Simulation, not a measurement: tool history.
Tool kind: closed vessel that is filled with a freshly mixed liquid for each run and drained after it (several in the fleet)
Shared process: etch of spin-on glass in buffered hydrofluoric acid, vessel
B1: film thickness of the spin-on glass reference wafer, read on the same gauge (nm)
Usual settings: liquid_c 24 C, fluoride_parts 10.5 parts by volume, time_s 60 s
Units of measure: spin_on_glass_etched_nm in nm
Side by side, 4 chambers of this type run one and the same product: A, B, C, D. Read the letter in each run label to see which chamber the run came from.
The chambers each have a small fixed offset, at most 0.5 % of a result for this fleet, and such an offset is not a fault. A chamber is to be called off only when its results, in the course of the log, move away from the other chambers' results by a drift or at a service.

{"run": "1D", "hour": 4.5, "liquid_c": 24, "fluoride_parts": 10.5, "time_s": 60, "B1": 49.963, "spin_on_glass_etched_nm": 139.1}
{"run": "2C", "hour": 11.8, "liquid_c": 24, "fluoride_parts": 10.5, "time_s": 60, "B1": 50.007, "spin_on_glass_etched_nm": 138.64}
{"run": "3B", "hour": 17.2, "liquid_c": 24, "fluoride_parts": 10.5, "time_s": 60, "B1": 49.996, "spin_on_glass_etched_nm": 137.29}
{"run": "4A", "hour": 21.1, "liquid_c": 24, "fluoride_parts": 10.5, "time_s": 60, "B1": 49.987, "spin_on_glass_etched_nm": 138.19}
{"run": "5A", "hour": 26.8, "liquid_c": 24, "fluoride_parts": 10.5, "time_s": 60, "B1": 50.004, "spin_on_glass_etched_nm": 137.86}
{"run": "6B", "hour": 33.8, "liquid_c": 24, "fluoride_parts": 10.5, "time_s": 60, "B1": 50.018, "spin_on_glass_etched_nm": 138.3}
{"run": "7D", "hour": 40.1, "liquid_c": 24, "fluoride_parts": 10.5, "time_s": 60, "B1": 49.979, "spin_on_glass_etched_nm": 137.48}
{"run": "8C", "hour": 46.4, "liquid_c": 24, "fluoride_parts": 10.5, "time_s": 60, "B1": 50.025, "spin_on_glass_etched_nm": 135.05}
{"run": "9B", "hour": 50.6, "liquid_c": 24, "fluoride_parts": 10.5, "time_s": 60, "B1": 50, "spin_on_glass_etched_nm": 138.73}
{"run": "10D", "hour": 58.4, "liquid_c": 24, "fluoride_parts": 10.5, "time_s": 60, "B1": 49.998, "spin_on_glass_etched_nm": 136.62}
{"run": "11C", "hour": 65.7, "liquid_c": 24, "fluoride_parts": 10.5, "time_s": 60, "B1": 50.012, "spin_on_glass_etched_nm": 135.02}
{"run": "12A", "hour": 72.9, "liquid_c": 24, "fluoride_parts": 10.5, "time_s": 60, "B1": 49.998, "spin_on_glass_etched_nm": 137.87}
{"run": "13A", "hour": 79.7, "liquid_c": 24, "fluoride_parts": 10.5, "time_s": 40, "B1": 49.996, "spin_on_glass_etched_nm": 91.187}
{"run": "14C", "hour": 86.1, "liquid_c": 24, "fluoride_parts": 10.5, "time_s": 40, "B1": 50.016, "spin_on_glass_etched_nm": 89.031}
{"run": "15D", "hour": 93.9, "liquid_c": 24, "fluoride_parts": 10.5, "time_s": 40, "B1": 50.025, "spin_on_glass_etched_nm": 92.877}
{"run": "16B", "hour": 98.5, "liquid_c": 24, "fluoride_parts": 10.5, "time_s": 40, "B1": 49.966, "spin_on_glass_etched_nm": 92.432}
{"run": "17B", "hour": 106.1, "liquid_c": 25.5, "fluoride_parts": 7, "time_s": 60, "B1": 50.019, "spin_on_glass_etched_nm": 220.73}
{"run": "18A", "hour": 110.6, "liquid_c": 25.5, "fluoride_parts": 7, "time_s": 60, "B1": 49.999, "spin_on_glass_etched_nm": 216.69}
{"run": "19C", "hour": 116.3, "liquid_c": 25.5, "fluoride_parts": 7, "time_s": 60, "B1": 50.039, "spin_on_glass_etched_nm": 206.47}
{"run": "20D", "hour": 120.1, "liquid_c": 25.5, "fluoride_parts": 7, "time_s": 60, "B1": 49.983, "spin_on_glass_etched_nm": 219.14}
{"run": "21A", "hour": 125.4, "liquid_c": 24, "fluoride_parts": 12.5, "time_s": 60, "B1": 49.966, "spin_on_glass_etched_nm": 116.08}
{"hour": 128.4, "done": "chamber A: hydrofluoric acid flow meter replaced"}
{"run": "22D", "hour": 130.2, "liquid_c": 24, "fluoride_parts": 12.5, "time_s": 60, "B1": 50.013, "spin_on_glass_etched_nm": 117.46}
{"run": "23B", "hour": 135.7, "liquid_c": 24, "fluoride_parts": 12.5, "time_s": 60, "B1": 50.035, "spin_on_glass_etched_nm": 117.45}
{"run": "24C", "hour": 141.9, "liquid_c": 24, "fluoride_parts": 12.5, "time_s": 60, "B1": 49.994, "spin_on_glass_etched_nm": 110.29}
{"run": "25A", "hour": 149.9, "liquid_c": 24, "fluoride_parts": 10.5, "time_s": 60, "B1": 49.97, "spin_on_glass_etched_nm": 139.29}

Each of the 4 chambers runs these same settings next. Fill in every chamber's results:
{"run": "26A", "hour": 155.7, "liquid_c": 24, "fluoride_parts": 10.5, "time_s": 60, "spin_on_glass_etched_nm": "?"}
{"run": "26B", "hour": 155.7, "liquid_c": 24, "fluoride_parts": 10.5, "time_s": 60, "spin_on_glass_etched_nm": "?"}
{"run": "26C", "hour": 155.7, "liquid_c": 24, "fluoride_parts": 10.5, "time_s": 60, "spin_on_glass_etched_nm": "?"}
{"run": "26D", "hour": 155.7, "liquid_c": 24, "fluoride_parts": 10.5, "time_s": 60, "spin_on_glass_etched_nm": "?"}

run=26A spin_on_glass_etched_nm=138.19
run=26B spin_on_glass_etched_nm=136.55
run=26C spin_on_glass_etched_nm=127.21
run=26D spin_on_glass_etched_nm=136.42
